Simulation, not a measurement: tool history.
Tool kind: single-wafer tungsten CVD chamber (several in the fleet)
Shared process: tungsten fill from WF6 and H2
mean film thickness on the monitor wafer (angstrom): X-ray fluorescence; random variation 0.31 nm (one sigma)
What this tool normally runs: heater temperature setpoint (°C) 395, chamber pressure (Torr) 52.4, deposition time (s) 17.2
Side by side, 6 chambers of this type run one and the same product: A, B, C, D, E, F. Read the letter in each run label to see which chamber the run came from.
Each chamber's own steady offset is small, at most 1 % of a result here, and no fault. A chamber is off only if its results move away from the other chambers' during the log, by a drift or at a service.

| run | hour | heater temperature setpoint (°C) | chamber pressure (Torr) | deposition time (s) | hours since the last thermocouple change | hours since the last manometer calibration | read-back reference wafer on the same gauge, thickness_nm | mean film thickness on the monitor wafer (angstrom) |
|---|---|---|---|---|---|---|---|---|
| 1F | 9.6 | 395 | 52.4 | 17.2 | 1230.1 | 751.6 | 63.686 | 587.48 |
| 2C | 14.6 | 395 | 52.4 | 17.2 | 97 | 866.8 | 63.733 | 585.36 |
| 3B | 24.1 | 395 | 52.4 | 17.2 | 76.7 | 303.4 | 63.713 | 589.01 |
| 4A | 32.5 | 395 | 52.4 | 17.2 | 793.8 | 882.8 | 63.759 | 590.85 |
| 5D | 41.9 | 395 | 52.4 | 17.2 | 423.4 | 58.8 | 63.714 | 590.92 |
| 6E | 51.3 | 395 | 52.4 | 17.2 | 531.4 | 963.3 | 63.608 | 589.46 |
| 7C | 60.5 | 395 | 52.4 | 17.2 | 142.9 | 912.7 | 63.677 | 584.39 |
| 8D | 71 | 395 | 52.4 | 17.2 | 452.5 | 87.9 | 63.748 | 590.66 |
| 9A | 76.1 | 395 | 52.4 | 17.2 | 837.4 | 926.4 | 63.629 | 587.19 |
| 10F | 85.1 | 395 | 52.4 | 17.2 | 1305.6 | 827.1 | 63.682 | 591.5 |
| 11E | 93.7 | 395 | 52.4 | 17.2 | 573.8 | 1005.7 | 63.653 | 586.64 |
| 12B | 101 | 395 | 52.4 | 17.2 | 153.6 | 380.3 | 63.679 | 588.22 |
| 13A | 109.3 | 395 | 52.4 | 17.2 | 870.6 | 959.6 | 63.649 | 582.26 |
| 14B | 114.5 | 395 | 52.4 | 17.2 | 167.1 | 393.8 | 63.733 | 581.02 |
| 15D | 120.2 | 395 | 52.4 | 17.2 | 501.7 | 137.1 | 63.705 | 586.74 |
| 16E | 129.5 | 395 | 52.4 | 17.2 | 609.6 | 1041.5 | 63.708 | 581.75 |
|  | 137.2 | chamber E: capacitance manometer re-zeroed and calibrated |
| 17F | 137.9 | 383 | 52.4 | 17.2 | 1358.4 | 879.9 | 63.631 | 467.75 |
| 18C | 143.2 | 383 | 52.4 | 17.2 | 225.6 | 995.4 | 63.774 | 458.66 |
| 19E | 148.3 | 383 | 52.4 | 17.2 | 628.4 | 11.2 | 63.654 | 463.52 |
| 20B | 156.5 | 383 | 52.4 | 17.2 | 209.1 | 435.8 | 63.653 | 464.42 |
| 21F | 165.4 | 383 | 52.4 | 17.2 | 1385.9 | 907.4 | 63.713 | 469.51 |
|  | 169.6 | chamber C: capacitance manometer re-zeroed and calibrated |
| 22D | 174.2 | 383 | 52.4 | 17.2 | 555.7 | 191.1 | 63.662 | 465.41 |
| 23A | 184.7 | 395 | 52.4 | 17.2 | 946 | 1035 | 63.723 | 583 |
| 24C | 192.2 | 395 | 52.4 | 17.2 | 274.6 | 22.6 | 63.767 | 582.64 |
| 25C | 197.3 | 395 | 52.4 | 17.2 | 279.7 | 27.7 | 63.664 | 588.51 |
| 26D | 204.8 | 395 | 52.4 | 17.2 | 586.3 | 221.7 | 63.744 | 588.05 |
| 27A | 213.1 | 395 | 52.4 | 17.2 | 974.4 | 1063.4 | 63.659 | 589.36 |
| 28E | 218.2 | 395 | 52.4 | 17.2 | 698.3 | 81.1 | 63.738 | 587.65 |
| 29B | 228.9 | 402 | 52.4 | 20 | 281.5 | 508.2 | 63.699 | 773.23 |
| 30F | 239.6 | 402 | 52.4 | 20 | 1460.1 | 981.6 | 63.666 | 772.19 |
| 31F | 248.7 | 402 | 52.4 | 20 | 1469.2 | 990.7 | 63.627 | 778.2 |
| 32A | 257.4 | 402 | 52.4 | 20 | 1018.7 | 1107.7 | 63.679 | 770.21 |
| 33E | 264.9 | 402 | 52.4 | 20 | 745 | 127.8 | 63.692 | 772.79 |
|  | 271.3 | chamber A: capacitance manometer re-zeroed and calibrated |
| 34D | 274.9 | 402 | 52.4 | 20 | 656.4 | 291.8 | 63.74 | 779.85 |
| 35B | 280 | 395 | 52.4 | 17.2 | 332.6 | 559.3 | 63.667 | 583.63 |
| 36C | 287.5 | 395 | 52.4 | 17.2 | 369.9 | 117.9 | 63.731 | 587.83 |
| 37A | 297.4 | 395 | 52.4 | 17.2 | 1058.7 | 26.2 | 63.684 | 580.76 |
| 38F | 304.4 | 395 | 52.4 | 17.2 | 1524.9 | 1046.4 | 63.664 | 592.52 |
| 39D | 315 | 380 | 52.4 | 15.2 | 696.5 | 331.9 | 63.719 | 388.84 |

Predict what each chamber gives when all 6 of them run the settings below next.
| 40A | 322.7 | 395 | 52.4 | 15.2 |  |  |  | ? |
| 40B | 322.7 | 395 | 52.4 | 15.2 |  |  |  | ? |
| 40C | 322.7 | 395 | 52.4 | 15.2 |  |  |  | ? |
| 40D | 322.7 | 395 | 52.4 | 15.2 |  |  |  | ? |
| 40E | 322.7 | 395 | 52.4 | 15.2 |  |  |  | ? |
| 40F | 322.7 | 395 | 52.4 | 15.2 |  |  |  | ? |

| run | mean film thickness on the monitor wafer (angstrom) |
|---|---|
| 40A | 518.58 |
| 40B | 516.77 |
| 40C | 512.05 |
| 40D | 518.67 |
| 40E | 521.39 |
| 40F | 521.24 |

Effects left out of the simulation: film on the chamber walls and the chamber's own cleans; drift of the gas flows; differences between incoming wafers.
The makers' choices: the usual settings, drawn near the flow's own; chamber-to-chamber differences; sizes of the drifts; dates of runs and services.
